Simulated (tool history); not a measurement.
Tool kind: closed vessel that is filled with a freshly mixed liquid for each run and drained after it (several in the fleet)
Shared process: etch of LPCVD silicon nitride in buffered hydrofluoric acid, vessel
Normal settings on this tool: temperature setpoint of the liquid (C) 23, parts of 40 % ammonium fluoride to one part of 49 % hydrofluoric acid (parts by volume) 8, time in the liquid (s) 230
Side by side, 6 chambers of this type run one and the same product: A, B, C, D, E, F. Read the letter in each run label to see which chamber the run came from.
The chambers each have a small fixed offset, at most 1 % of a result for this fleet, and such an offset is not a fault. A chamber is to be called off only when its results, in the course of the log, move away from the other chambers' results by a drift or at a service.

run	hour	temperature setpoint of the liquid (C)	parts of 40 % ammonium fluoride to one part of 49 % hydrofluoric acid (parts by volume)	time in the liquid (s)	hours since the thermometer was replaced	hours since the hydrofluoric acid flow meter was replaced	read-back film thickness of the LPCVD silicon nitride reference wafer, read on the same gauge (nm)	thickness taken off the LPCVD silicon nitride on a monitor wafer (angstrom)
1C	5.1	23	8	230	751.6	901.3	60.005	42.181
2D	9.7	23	8	230	1597.8	768.3	59.989	42.716
3A	13.4	23	8	230	99.9	944	60.005	42.832
4F	16.6	23	8	230	1790.4	1778.9	59.987	41.696
5E	21.5	23	8	230	541.6	774.6	59.999	41.527
6B	26.7	23	8	230	678	446.4	59.999	42.246
7F	29.6	23	8	230	1803.4	1791.9	60.005	41.501
8B	32.7	23	8	230	684	452.4	59.993	42.831
# hour 35.6: chamber C: hydrofluoric acid flow meter replaced
9D	37.5	23	8	230	1625.6	796.1	59.99	42.22
# hour 39.2: chamber D: hydrofluoric acid flow meter replaced
10C	39.8	23	8	230	786.3	4.3	60.009	42.315
11E	42.5	23	8	230	562.6	795.6	59.993	41.833
12A	44.9	23	8	230	131.4	975.5	60.009	42.071
13E	48.4	23	8	230	568.5	801.5	60.006	41.403
14F	51.3	23	8	230	1825.1	1813.6	59.993	42.107
15C	55.6	23	8	230	802.1	20.1	60.003	42.104
16D	58	23	8	230	1646.1	18.8	60.038	43.029
17B	61.4	23	8	230	712.7	481.1	60.003	41.957
18A	65.8	23	8	230	152.3	996.4	59.985	42.414
19E	68.6	26	10	230	588.7	821.7	60.014	40.551
20C	72.9	26	10	230	819.4	37.4	59.99	40.827
21B	76.2	26	10	230	727.5	495.9	59.991	40.532
22A	79.8	26	10	230	166.3	1010.4	60.003	40.141
23F	84.6	26	10	230	1858.4	1846.9	60.034	40.016
24D	88.7	26	10	230	1676.8	49.5	60.003	40.482
25D	92.2	23	8	230	1680.3	53	59.98	42.183
26F	95	23	8	230	1868.8	1857.3	59.973	42.253
27B	99.1	23	8	230	750.4	518.8	59.997	41.261
28E	103.5	23	8	230	623.6	856.6	60.033	42.042
29A	106.1	23	8	230	192.6	1036.7	59.992	42.206
30C	111.2	23	8	230	857.7	75.7	59.998	41.444
31D	116	23	7	230	1704.1	76.8	60.008	49.188
32A	119.7	23	7	230	206.2	1050.3	60.005	48.335
33B	124.6	23	7	230	775.9	544.3	59.992	46.952
34F	127.9	23	7	230	1901.7	1890.2	59.995	49.55
35E	131.5	23	7	230	651.6	884.6	60.001	48.144
36C	136.3	23	7	230	882.8	100.8	60.023	48.684
37B	141.5	23	8	230	792.8	561.2	59.985	39.549
38C	146.1	23	8	230	892.6	110.6	60.015	41.926
39F	150.5	23	8	230	1924.3	1912.8	59.975	42.233
40A	153.4	23	8	230	239.9	1084	60.006	42.807
41D	155.8	23	8	230	1743.9	116.6	60.003	41.765
42E	158.5	23	8	230	678.6	911.6	59.974	42.014

Does one chamber stand apart from the rest, does the shared gauge drift, or is all well apart from small per-chamber offsets? Give the chamber and the most likely cause, where there is one.

One chamber, B, drifts off from the rest bit by bit.
Likeliest cause: liquid colder than its thermometer reads (K) = 1.3.
The log may not separate it from: hydrofluoric acid flow below the setpoint (%).

Here are 4 candidates for chamber B's next run, each the usual settings with a change, their results left as question marks. Which one brings its results back in line with what the others give on the usual settings?
A result is in line if it is within this distance of the other chambers' mean on the usual settings: thickness taken off the LPCVD silicon nitride on a monitor wafer (angstrom) 1.5
43B-1	162.3	23	8	215				?
43B-2	162.3	23.5	8	255				?
43B-3	162.3	23	8	245				?
43B-4	162.3	20.5	8	230				?

What the other chambers average on the usual settings: thickness taken off the LPCVD silicon nitride on a monitor wafer (angstrom) 42.001
run	thickness taken off the LPCVD silicon nitride on a monitor wafer (angstrom)
43B-1	36.627
43B-2	44.658
43B-3	41.738
43B-4	34.044
Change 43B-3 lands the chamber within the allowed miss of the other chambers.

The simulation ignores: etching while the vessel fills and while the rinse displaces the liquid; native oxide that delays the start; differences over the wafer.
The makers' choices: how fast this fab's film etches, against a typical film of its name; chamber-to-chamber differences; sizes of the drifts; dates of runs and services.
